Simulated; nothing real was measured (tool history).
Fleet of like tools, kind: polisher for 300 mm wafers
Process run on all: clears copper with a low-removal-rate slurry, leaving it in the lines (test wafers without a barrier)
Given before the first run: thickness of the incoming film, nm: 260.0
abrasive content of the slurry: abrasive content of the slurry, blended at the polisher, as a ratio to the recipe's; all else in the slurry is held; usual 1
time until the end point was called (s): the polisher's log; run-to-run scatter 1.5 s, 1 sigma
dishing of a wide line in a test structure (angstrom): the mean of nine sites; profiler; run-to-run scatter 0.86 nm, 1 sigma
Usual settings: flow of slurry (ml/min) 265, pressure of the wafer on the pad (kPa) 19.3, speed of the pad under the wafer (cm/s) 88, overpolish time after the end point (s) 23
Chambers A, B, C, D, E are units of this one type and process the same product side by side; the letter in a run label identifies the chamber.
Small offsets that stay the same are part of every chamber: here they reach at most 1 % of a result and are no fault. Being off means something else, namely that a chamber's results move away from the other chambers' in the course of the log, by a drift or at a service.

run	hour	flow of slurry (ml/min)	pressure of the wafer on the pad (kPa)	speed of the pad under the wafer (cm/s)	abrasive content of the slurry	overpolish time after the end point (s)	wafers polished on this pad	hours since the slurry nozzle was cleaned	hours since the head pressure was calibrated	hours since the slurry blender was calibrated	time until the end point was called (s)	dishing of a wide line in a test structure (angstrom)
1E	3.1	265	19.3	88	1	23	112	109.4	164.2	335.8	106.57	379.77
2C	6	265	19.3	88	1	23	46	28	938.9	292.2	108.56	397.19
3D	11.1	265	19.3	88	1	23	255	286.1	127.2	253.5	105.88	377.06
4A	16.8	265	19.3	88	1	23	507	83.5	1306.8	231.5	108.57	380.86
5B	21.4	265	19.3	88	1	23	506	118.5	547.6	27.4	108.39	396.52
6E	26.5	265	19.3	88	1	23	254	132.8	187.6	359.2	105.9	397.69
7D	32.2	265	15.9	88	1	23	383	307.2	148.3	274.6	133.26	332.33
8A	38.2	265	15.9	88	1	23	637	104.9	1328.2	252.9	131.48	323.95
9C	42.7	265	15.9	88	1	23	268	64.7	975.6	328.9	134.29	328.87
10B	45.6	265	15.9	88	1	23	653	142.7	571.8	51.6	128.96	336.32
11A	49.5	265	15.9	88	1	23	706	116.2	1339.5	264.2	126.46	320.22
12D	54.3	265	19.3	88	1	23	517	329.3	170.4	296.7	107.07	378.05
13E	58.1	265	19.3	88	1	23	445	164.4	219.2	390.8	105.61	377.18
14C	62	265	19.3	88	1	23	385	84	994.9	348.2	110.95	397.18
15B	65.5	265	19.3	88	0.75	23	774	162.6	591.7	71.5	114.3	382.99
16B	68.6	265	19.3	88	0.75	23	793	165.7	594.8	74.6	114.17	374.59
17D	73.4	265	19.3	88	0.75	23	633	348.4	189.5	315.8	112.64	372.92
# hour 74.6: chamber B: worn pad replaced by a new one
# hour 75.9: chamber D: worn pad replaced by a new one
# hour 77.4: chamber E: worn pad replaced by a new one
18C	78.8	265	19.3	88	0.75	23	487	100.8	1011.7	365	116.88	372.2
# hour 82.7: chamber C: worn pad replaced by a new one
19A	84.7	265	19.3	88	0.75	23	919	151.4	1374.7	299.4	115.52	378.55
20E	89.5	265	19.3	88	1	23	73	195.8	250.6	422.2	103.95	385.12
21D	93.2	265	19.3	88	1	23	105	368.2	209.3	335.6	105.73	384.32
22C	96.4	265	19.3	88	1	23	83	118.4	1029.3	382.6	110.22	401.49
23B	100	265	19.3	88	1	23	154	197.1	626.2	106	106.02	392.23
24A	105.9	265	19.3	88	1	30	1048	172.6	1395.9	320.6	105.8	472.86
25E	110.5	265	19.3	88	1	30	200	216.8	271.6	443.2	105.87	502.36
26C	115.5	265	19.3	88	1	30	199	137.5	1048.4	401.7	109.57	480.73
27D	118.2	265	19.3	88	1	30	257	393.2	234.3	360.6	107.03	480.84
28E	123.9	265	19.3	88	1	30	282	230.2	285	456.6	106.15	497.55
29A	127.8	265	19.3	88	1	23	1181	194.5	1417.8	342.5	107.17	380.75
# hour 130.5: chamber D: slurry blender recalibrated
# hour 131.1: chamber E: slurry blender recalibrated
30B	134	265	19.3	88	1	23	360	231.1	660.2	140	107.67	403.85
# hour 136.3: chamber A: worn pad replaced by a new one
31A	137.4	265	19.3	88	1	23	7	204.1	1427.4	352.1	104.76	389.13
32C	141.9	265	19.3	88	1	23	359	163.9	1074.8	428.1	105.84	391.33
33D	146.4	265	19.3	88	1	23	428	421.4	262.5	16	107.17	387.92
34B	151.5	265	19.3	88	1	23	466	248.6	677.7	157.5	107.85	405.65
35E	157.5	265	19.3	88	1	23	485	263.8	318.6	26.4	107.7	370.63
36D	160.6	265	19.3	88	1	23	514	435.6	276.7	30.2	106.06	382.12
37B	163.9	265	19.3	88	1	23	542	261	690.1	169.9	109.09	386.2
38C	166.8	265	19.3	88	1	23	510	188.8	1099.7	453	109.56	389.31
39E	170.7	265	19.3	88	1.2	23	566	277	331.8	39.6	102.85	406.51
40A	176.3	265	19.3	88	1.2	23	243	243	1466.3	391	102.63	395.72
# hour 176.4: chamber C: worn pad replaced by a new one
# hour 178.8: chamber C: slurry blender recalibrated
41B	179.5	265	19.3	88	1.2	23	636	276.6	705.7	185.5	104.12	393.51
# hour 182: chamber E: worn pad replaced by a new one
42C	183.6	265	19.3	88	1.2	23	44	205.6	1116.5	4.8	103.61	400.62
43E	189.7	265	19.3	88	1.2	23	47	296	350.8	58.6	104.12	395.19
44A	194.4	265	19.3	88	1	23	353	261.1	1484.4	409.1	105.5	401.33

Next, every chamber runs the same settings. What will each give?
45A	198.8	265	19.3	108	1	23					?	?
45B	198.8	265	19.3	108	1	23					?	?
45C	198.8	265	19.3	108	1	23					?	?
45D	198.8	265	19.3	108	1	23					?	?
45E	198.8	265	19.3	108	1	23					?	?

run	time until the end point was called (s)	dishing of a wide line in a test structure (angstrom)
45A	84.265	461.21
45B	90.445	465.24
45C	86.201	478.53
45D	90.345	456.32
45E	86.7	461.56
